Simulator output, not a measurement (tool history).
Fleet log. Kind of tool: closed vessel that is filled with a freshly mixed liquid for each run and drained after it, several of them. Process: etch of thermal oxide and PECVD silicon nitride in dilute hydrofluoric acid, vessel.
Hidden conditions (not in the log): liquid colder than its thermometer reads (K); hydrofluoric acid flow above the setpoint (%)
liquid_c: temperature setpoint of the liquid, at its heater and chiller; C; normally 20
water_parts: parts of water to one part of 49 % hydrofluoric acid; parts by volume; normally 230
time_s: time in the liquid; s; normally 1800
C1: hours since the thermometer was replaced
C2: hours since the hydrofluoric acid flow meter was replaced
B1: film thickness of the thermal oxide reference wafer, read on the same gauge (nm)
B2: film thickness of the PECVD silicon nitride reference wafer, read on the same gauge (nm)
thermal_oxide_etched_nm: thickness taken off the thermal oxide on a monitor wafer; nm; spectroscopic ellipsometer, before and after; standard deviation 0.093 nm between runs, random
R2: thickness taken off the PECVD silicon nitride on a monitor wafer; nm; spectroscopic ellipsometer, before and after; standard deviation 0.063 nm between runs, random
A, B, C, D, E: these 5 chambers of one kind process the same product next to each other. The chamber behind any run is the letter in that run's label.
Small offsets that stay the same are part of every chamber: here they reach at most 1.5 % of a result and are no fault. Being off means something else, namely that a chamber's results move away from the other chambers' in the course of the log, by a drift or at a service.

{"run": "1C", "hour": 9.2, "liquid_c": 20, "water_parts": 230, "time_s": 1800, "C1": 3019, "C2": 487.1, "B1": 50.006, "B2": 99.99, "thermal_oxide_etched_nm": 27.229, "R2": 10.45}
{"run": "2E", "hour": 21.2, "liquid_c": 20, "water_parts": 230, "time_s": 1800, "C1": 1063.3, "C2": 850.1, "B1": 49.98, "B2": 99.989, "thermal_oxide_etched_nm": 26.842, "R2": 10.401}
{"run": "3B", "hour": 32.8, "liquid_c": 20, "water_parts": 230, "time_s": 1800, "C1": 1037.8, "C2": 653.9, "B1": 50.022, "B2": 100.02, "thermal_oxide_etched_nm": 26.783, "R2": 10.547}
{"hour": 33.2, "done": "chamber E: hydrofluoric acid flow meter replaced"}
{"run": "4D", "hour": 44.3, "liquid_c": 20, "water_parts": 230, "time_s": 1800, "C1": 2189, "C2": 1240.9, "B1": 50.021, "B2": 99.983, "thermal_oxide_etched_nm": 27.007, "R2": 10.534}
{"run": "5A", "hour": 52.2, "liquid_c": 20, "water_parts": 230, "time_s": 1800, "C1": 170.9, "C2": 824.3, "B1": 50.025, "B2": 100, "thermal_oxide_etched_nm": 27.129, "R2": 10.483}
{"run": "6C", "hour": 63.1, "liquid_c": 20, "water_parts": 230, "time_s": 1800, "C1": 3072.9, "C2": 541, "B1": 50.033, "B2": 99.994, "thermal_oxide_etched_nm": 27.442, "R2": 10.509}
{"run": "7B", "hour": 71.7, "liquid_c": 20, "water_parts": 230, "time_s": 1800, "C1": 1076.7, "C2": 692.8, "B1": 49.993, "B2": 99.973, "thermal_oxide_etched_nm": 26.914, "R2": 10.435}
{"hour": 72.5, "done": "chamber B: hydrofluoric acid flow meter replaced"}
{"hour": 79.9, "done": "chamber D: hydrofluoric acid flow meter replaced"}
{"run": "8A", "hour": 83.7, "liquid_c": 20, "water_parts": 230, "time_s": 1800, "C1": 202.4, "C2": 855.8, "B1": 50.006, "B2": 100.03, "thermal_oxide_etched_nm": 27.05, "R2": 10.469}
{"run": "9D", "hour": 94.3, "liquid_c": 20, "water_parts": 230, "time_s": 1800, "C1": 2239, "C2": 14.4, "B1": 50.016, "B2": 100.01, "thermal_oxide_etched_nm": 26.974, "R2": 10.554}
{"run": "10E", "hour": 108.0, "liquid_c": 20, "water_parts": 230, "time_s": 1800, "C1": 1150.1, "C2": 74.9, "B1": 49.981, "B2": 100.02, "thermal_oxide_etched_nm": 26.951, "R2": 10.323}
{"run": "11A", "hour": 115.2, "liquid_c": 20, "water_parts": 230, "time_s": 1800, "C1": 233.9, "C2": 887.3, "B1": 50.018, "B2": 100.02, "thermal_oxide_etched_nm": 27.206, "R2": 10.396}
{"run": "12B", "hour": 127.7, "liquid_c": 20, "water_parts": 230, "time_s": 1800, "C1": 1132.7, "C2": 55.2, "B1": 50.001, "B2": 100.03, "thermal_oxide_etched_nm": 26.777, "R2": 10.39}
{"run": "13D", "hour": 137.2, "liquid_c": 23.5, "water_parts": 230, "time_s": 2860, "C1": 2281.9, "C2": 57.3, "B1": 50.01, "B2": 99.976, "thermal_oxide_etched_nm": 48.992, "R2": 21.007}
{"run": "14E", "hour": 144.1, "liquid_c": 23.5, "water_parts": 230, "time_s": 2860, "C1": 1186.2, "C2": 111, "B1": 49.984, "B2": 99.991, "thermal_oxide_etched_nm": 48.667, "R2": 20.779}
{"run": "15C", "hour": 152.6, "liquid_c": 23.5, "water_parts": 230, "time_s": 2860, "C1": 3162.4, "C2": 630.5, "B1": 49.977, "B2": 99.985, "thermal_oxide_etched_nm": 50.076, "R2": 21.008}
{"run": "16A", "hour": 163.3, "liquid_c": 23.5, "water_parts": 230, "time_s": 2860, "C1": 282, "C2": 935.4, "B1": 50.036, "B2": 99.989, "thermal_oxide_etched_nm": 49.303, "R2": 20.572}
{"run": "17C", "hour": 176.7, "liquid_c": 23.5, "water_parts": 230, "time_s": 2860, "C1": 3186.5, "C2": 654.6, "B1": 49.97, "B2": 99.977, "thermal_oxide_etched_nm": 49.972, "R2": 21.071}
{"run": "18E", "hour": 183.3, "liquid_c": 20, "water_parts": 230, "time_s": 1800, "C1": 1225.4, "C2": 150.2, "B1": 50.011, "B2": 100, "thermal_oxide_etched_nm": 26.875, "R2": 10.422}
{"run": "19B", "hour": 190.4, "liquid_c": 20, "water_parts": 230, "time_s": 1800, "C1": 1195.4, "C2": 117.9, "B1": 49.984, "B2": 100.01, "thermal_oxide_etched_nm": 26.751, "R2": 10.471}
{"run": "20D", "hour": 204.1, "liquid_c": 20, "water_parts": 230, "time_s": 1800, "C1": 2348.8, "C2": 124.2, "B1": 50.014, "B2": 100, "thermal_oxide_etched_nm": 26.94, "R2": 10.603}
{"run": "21C", "hour": 212.1, "liquid_c": 20, "water_parts": 230, "time_s": 1800, "C1": 3221.9, "C2": 690, "B1": 50.006, "B2": 99.997, "thermal_oxide_etched_nm": 27.877, "R2": 10.599}
{"run": "22E", "hour": 222.4, "liquid_c": 20, "water_parts": 230, "time_s": 1800, "C1": 1264.5, "C2": 189.3, "B1": 49.982, "B2": 99.998, "thermal_oxide_etched_nm": 26.983, "R2": 10.486}
{"run": "23A", "hour": 231.9, "liquid_c": 20, "water_parts": 230, "time_s": 1800, "C1": 350.6, "C2": 1004, "B1": 49.992, "B2": 99.983, "thermal_oxide_etched_nm": 27.19, "R2": 10.444}
{"run": "24D", "hour": 240.0, "liquid_c": 20, "water_parts": 230, "time_s": 1800, "C1": 2384.7, "C2": 160.1, "B1": 49.987, "B2": 100.01, "thermal_oxide_etched_nm": 26.882, "R2": 10.588}
{"run": "25B", "hour": 246.3, "liquid_c": 24, "water_parts": 230, "time_s": 1800, "C1": 1251.3, "C2": 173.8, "B1": 50.004, "B2": 99.968, "thermal_oxide_etched_nm": 31.11, "R2": 13.306}
{"run": "26A", "hour": 255.1, "liquid_c": 24, "water_parts": 230, "time_s": 1800, "C1": 373.8, "C2": 1027.2, "B1": 50.006, "B2": 100.01, "thermal_oxide_etched_nm": 31.526, "R2": 13.541}
{"run": "27C", "hour": 266.1, "liquid_c": 24, "water_parts": 230, "time_s": 1800, "C1": 3275.9, "C2": 744, "B1": 50.037, "B2": 99.995, "thermal_oxide_etched_nm": 32.438, "R2": 13.829}
{"run": "28E", "hour": 276.2, "liquid_c": 24, "water_parts": 230, "time_s": 1800, "C1": 1318.3, "C2": 243.1, "B1": 50.016, "B2": 99.982, "thermal_oxide_etched_nm": 31.13, "R2": 13.522}
{"run": "29D", "hour": 283.9, "liquid_c": 24, "water_parts": 230, "time_s": 1800, "C1": 2428.6, "C2": 204, "B1": 50.01, "B2": 100.01, "thermal_oxide_etched_nm": 31.207, "R2": 13.593}
{"run": "30B", "hour": 290.8, "liquid_c": 20, "water_parts": 230, "time_s": 1800, "C1": 1295.8, "C2": 218.3, "B1": 50.038, "B2": 99.986, "thermal_oxide_etched_nm": 26.794, "R2": 10.407}
{"run": "31E", "hour": 301.3, "liquid_c": 20, "water_parts": 230, "time_s": 1800, "C1": 1343.4, "C2": 268.2, "B1": 50.028, "B2": 100, "thermal_oxide_etched_nm": 26.831, "R2": 10.474}

Is one chamber out of step, is the gauge drifting, or do the chambers differ by no more than their own small offsets? For an off chamber, give its letter and the likeliest cause.

It is chamber C that slowly wanders off from its peers.
Cause: hydrofluoric acid flow above the setpoint (%) = 2.36.

Here are 4 candidates for chamber C's next run, each the usual settings with a change, their results left as question marks. Which one brings its results back in line with what the others give on the usual settings?
In line means no further than this from the other chambers' mean on the usual settings: thermal_oxide_etched_nm 0.33 nm; R2 0.22 nm
{"run": "32C-1", "hour": 311.5, "liquid_c": 19.5, "water_parts": 220, "time_s": 1815, "thermal_oxide_etched_nm": "?", "R2": "?"}
{"run": "32C-2", "hour": 311.5, "liquid_c": 20, "water_parts": 235, "time_s": 1800, "thermal_oxide_etched_nm": "?", "R2": "?"}
{"run": "32C-3", "hour": 311.5, "liquid_c": 20.5, "water_parts": 240, "time_s": 1775, "thermal_oxide_etched_nm": "?", "R2": "?"}
{"run": "32C-4", "hour": 311.5, "liquid_c": 20, "water_parts": 225, "time_s": 1795, "thermal_oxide_etched_nm": "?", "R2": "?"}

The other chambers' mean on the usual settings: thermal_oxide_etched_nm 26.944 nm; R2 10.482 nm
run=32C-1 thermal_oxide_etched_nm=29.395 R2=10.931
run=32C-2 thermal_oxide_etched_nm=27.467 R2=10.521
run=32C-3 thermal_oxide_etched_nm=26.918 R2=10.508
run=32C-4 thermal_oxide_etched_nm=28.86 R2=10.939
Change 32C-3 lands the chamber within the allowed miss of the other chambers.
